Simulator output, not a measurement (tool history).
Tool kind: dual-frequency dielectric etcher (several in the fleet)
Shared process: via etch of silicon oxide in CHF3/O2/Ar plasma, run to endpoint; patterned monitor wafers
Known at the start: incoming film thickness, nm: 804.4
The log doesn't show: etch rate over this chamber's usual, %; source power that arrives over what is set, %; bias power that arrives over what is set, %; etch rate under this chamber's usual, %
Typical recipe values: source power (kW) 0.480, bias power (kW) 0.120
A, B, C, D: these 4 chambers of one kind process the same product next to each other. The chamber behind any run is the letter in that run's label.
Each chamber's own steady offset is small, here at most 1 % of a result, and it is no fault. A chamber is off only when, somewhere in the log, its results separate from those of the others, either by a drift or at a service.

| run | hour | source power (kW) | bias power (kW) | hours since the last wet clean | hours since the last source power generator calibration | hours since the last bias power generator calibration | endpoint time (s) |
|---|---|---|---|---|---|---|---|
| 1A | 9.6 | 0.480 | 0.120 | 170.7 | 3290.8 | 2471.2 | 502.70 |
| 2C | 19.2 | 0.480 | 0.120 | 404.0 | 1395.7 | 3176.1 | 507.20 |
|  | 28.6 | chamber A: source power generator calibrated |
| 3B | 29.6 | 0.480 | 0.120 | 192.5 | 309.8 | 2543.9 | 510.33 |
|  | 35.2 | chamber D: wet clean of the chamber |
| 4D | 38.2 | 0.480 | 0.120 | 3.0 | 472.6 | 2082.9 | 502.61 |
| 5D | 48.5 | 0.480 | 0.120 | 13.3 | 482.9 | 2093.2 | 505.94 |
| 6C | 56.7 | 0.420 | 0.120 | 441.5 | 1433.2 | 3213.6 | 535.93 |
| 7B | 65.8 | 0.420 | 0.120 | 228.7 | 346.0 | 2580.1 | 537.28 |
| 8A | 76.7 | 0.420 | 0.120 | 237.8 | 48.2 | 2538.3 | 528.56 |
| 9C | 87.2 | 0.420 | 0.120 | 472.0 | 1463.7 | 3244.1 | 537.35 |
| 10B | 98.7 | 0.480 | 0.120 | 261.6 | 378.9 | 2613.0 | 510.32 |
| 11D | 104.9 | 0.420 | 0.132 | 69.7 | 539.3 | 2149.6 | 511.15 |
| 12A | 116.9 | 0.420 | 0.132 | 278.0 | 88.4 | 2578.5 | 517.90 |
|  | 122.9 | chamber C: wet clean of the chamber |
| 13A | 125.5 | 0.420 | 0.132 | 286.6 | 97.0 | 2587.1 | 516.77 |
| 14D | 131.9 | 0.420 | 0.132 | 96.7 | 566.3 | 2176.6 | 509.08 |
| 15C | 137.7 | 0.480 | 0.105 | 14.9 | 1514.2 | 3294.6 | 532.78 |
| 16B | 147.6 | 0.480 | 0.105 | 310.5 | 427.8 | 2661.9 | 540.58 |
| 17C | 157.2 | 0.480 | 0.105 | 34.4 | 1533.7 | 3314.1 | 530.08 |
| 18B | 164.8 | 0.480 | 0.105 | 327.7 | 445.0 | 2679.1 | 537.67 |
| 19A | 177.3 | 0.480 | 0.120 | 338.4 | 148.8 | 2638.9 | 503.02 |
| 20D | 188.1 | 0.480 | 0.120 | 152.9 | 622.5 | 2232.8 | 501.84 |
| 21D | 198.9 | 0.480 | 0.120 | 163.7 | 633.3 | 2243.6 | 503.49 |
| 22B | 210.0 | 0.480 | 0.120 | 372.9 | 490.2 | 2724.3 | 525.79 |
| 23A | 215.5 | 0.420 | 0.107 | 376.6 | 187.0 | 2677.1 | 553.49 |
| 24C | 222.1 | 0.420 | 0.107 | 99.3 | 1598.6 | 3379.0 | 557.01 |
|  | 230.4 | chamber C: bias power generator calibrated |
| 25C | 232.1 | 0.420 | 0.107 | 109.3 | 1608.6 | 1.8 | 556.05 |
| 26B | 239.8 | 0.420 | 0.107 | 402.7 | 520.0 | 2754.1 | 569.78 |
| 27A | 247.2 | 0.480 | 0.120 | 408.3 | 218.7 | 2708.8 | 505.27 |
| 28D | 257.5 | 0.480 | 0.120 | 222.3 | 691.9 | 2302.2 | 498.57 |
| 29B | 265.7 | 0.480 | 0.111 | 428.6 | 545.9 | 2780.0 | 539.53 |

Predict what each chamber gives when all 4 of them run the settings below next.
| 30A | 274.7 | 0.480 | 0.120 |  |  |  | ? |
| 30B | 274.7 | 0.480 | 0.120 |  |  |  | ? |
| 30C | 274.7 | 0.480 | 0.120 |  |  |  | ? |
| 30D | 274.7 | 0.480 | 0.120 |  |  |  | ? |

| run | endpoint time (s) |
|---|---|
| 30A | 504.13 |
| 30B | 527.27 |
| 30C | 506.95 |
| 30D | 500.90 |
